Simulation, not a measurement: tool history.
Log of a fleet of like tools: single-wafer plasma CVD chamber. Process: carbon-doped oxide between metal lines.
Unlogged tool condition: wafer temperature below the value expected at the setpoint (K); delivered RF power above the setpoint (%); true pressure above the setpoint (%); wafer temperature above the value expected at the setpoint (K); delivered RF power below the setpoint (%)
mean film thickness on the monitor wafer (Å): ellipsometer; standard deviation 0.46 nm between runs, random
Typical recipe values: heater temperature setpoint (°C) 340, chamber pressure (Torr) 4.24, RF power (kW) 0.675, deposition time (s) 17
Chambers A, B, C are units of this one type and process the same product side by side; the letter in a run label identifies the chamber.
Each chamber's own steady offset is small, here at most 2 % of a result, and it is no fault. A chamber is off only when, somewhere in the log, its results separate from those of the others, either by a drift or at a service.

run	hour	heater temperature setpoint (°C)	chamber pressure (Torr)	RF power (kW)	deposition time (s)	hours since the last thermocouple change	hours since the last RF generator calibration	hours since the last manometer calibration	read-back reference wafer on the same gauge, thickness_nm	mean film thickness on the monitor wafer (Å)
1A	6.3	340	4.24	0.675	17	2033.7	47.9	1979.7	86.098	1057.4
2C	16.5	340	4.24	0.675	17	35.5	369.6	276.7	86.016	1068.8
3B	26.3	340	4.24	0.675	17	1411	525.2	603.4	85.974	1078.4
4C	33.1	340	4.24	0.675	17	52.1	386.2	293.3	86.001	1070.8
5B	42.8	328	4.24	0.675	18.5	1427.5	541.7	619.9	85.996	1219.6
6A	53	328	4.24	0.675	18.5	2080.4	94.6	2026.4	85.994	1190.3
7B	60.9	328	4.24	0.675	18.5	1445.6	559.8	638	85.938	1213.1
8C	70.2	340	4.24	0.785	20	89.2	423.3	330.4	85.969	1368.6
9A	76.3	340	4.24	0.785	20	2103.7	117.9	2049.7	86.004	1363.5
10C	86.3	340	4.24	0.785	20	105.3	439.4	346.5	86.041	1370.9
11B	94.9	340	4.24	0.675	17	1479.6	593.8	672	85.973	1073
12A	104	340	4.24	0.675	17	2131.4	145.6	2077.4	85.958	1064.4
13C	114.7	328	4.24	0.675	17	133.7	467.8	374.9	86.076	1103.1
14B	120.5	328	4.24	0.675	17	1505.2	619.4	697.6	85.977	1125.2
15A	127	328	4.24	0.675	17	2154.4	168.6	2100.4	85.992	1099.9
16A	135.5	340	4.24	0.675	17	2162.9	177.1	2108.9	86.015	1053.3
17B	144.8	340	4.24	0.675	17	1529.5	643.7	721.9	85.93	1079.9
18C	154.8	340	4.24	0.675	17	173.8	507.9	415	85.927	1057.5
19B	165.2	340	4.24	0.675	17	1549.9	664.1	742.3	85.922	1077.9
20C	175.7	340	4.24	0.675	17	194.7	528.8	435.9	85.985	1052.8
21A	181.6	328	4.24	0.675	17	2209	223.2	2155	86.071	1107.7
# hour 184.2: chamber A: thermocouple changed; heater temperature recalibrated
22A	186.9	328	4.24	0.675	17	2.8	228.5	2160.3	85.991	1108.7
23B	196.3	328	4.24	0.675	17	1581	695.2	773.4	85.932	1122.5
24C	204.7	340	4.24	0.675	17	223.7	557.8	464.9	86.051	1045.7
25C	212.1	340	4.24	0.675	17	231.1	565.2	472.3	85.981	1036.9
26A	217.7	340	4.24	0.675	17	33.6	259.3	2191.1	85.999	1059.6
27B	227	340	4.24	0.675	17	1611.7	725.9	804.1	86.046	1076.4
28A	236.5	340	4.24	0.675	17	52.4	278.1	2209.9	86.016	1057.8
29C	244.2	340	4.24	0.675	17	263.2	597.3	504.4	86.03	1026.1
30B	252.3	340	4.24	0.675	17	1637	751.2	829.4	86.06	1072.9
31B	259.6	340	4.24	0.675	17	1644.3	758.5	836.7	85.955	1077
32A	269.9	340	4.56	0.675	17	85.8	311.5	2243.3	85.949	1064.7
33C	274.7	340	4.56	0.675	17	293.7	627.8	534.9	85.992	1045.1

Read the log: is a single chamber off, either drifting away or since a service, is the gauge that measures every chamber drifting, or is nothing wrong beyond small per-chamber offsets? Name any odd chamber and what most likely caused it.

One chamber, C, drifts off from the rest bit by bit.
Likeliest cause: delivered RF power below the setpoint (%) = 6.02.

Below are 4 candidate recipes for chamber C's next run, each the usual settings with a change, their results shown as question marks. Which of them brings C's results back in line with what the other chambers give on the usual settings?
In line means no further than this from the other chambers' mean on the usual settings: mean film thickness on the monitor wafer (Å) 16
34C-1	282.4	340	4.25	0.68	17.2					?
34C-2	282.4	340	4.23	0.675	16.8					?
34C-3	282.4	340	4.24	0.63	17					?
34C-4	282.4	331	4.67	0.675	17					?

On the usual settings, the other chambers give on average: mean film thickness on the monitor wafer (Å) 1066.7
run	mean film thickness on the monitor wafer (Å)
34C-1	1042.2
34C-2	1013.1
34C-3	981.88
34C-4	1069.9
The right change is 34C-4: it brings the chamber back within the allowed miss of the others.

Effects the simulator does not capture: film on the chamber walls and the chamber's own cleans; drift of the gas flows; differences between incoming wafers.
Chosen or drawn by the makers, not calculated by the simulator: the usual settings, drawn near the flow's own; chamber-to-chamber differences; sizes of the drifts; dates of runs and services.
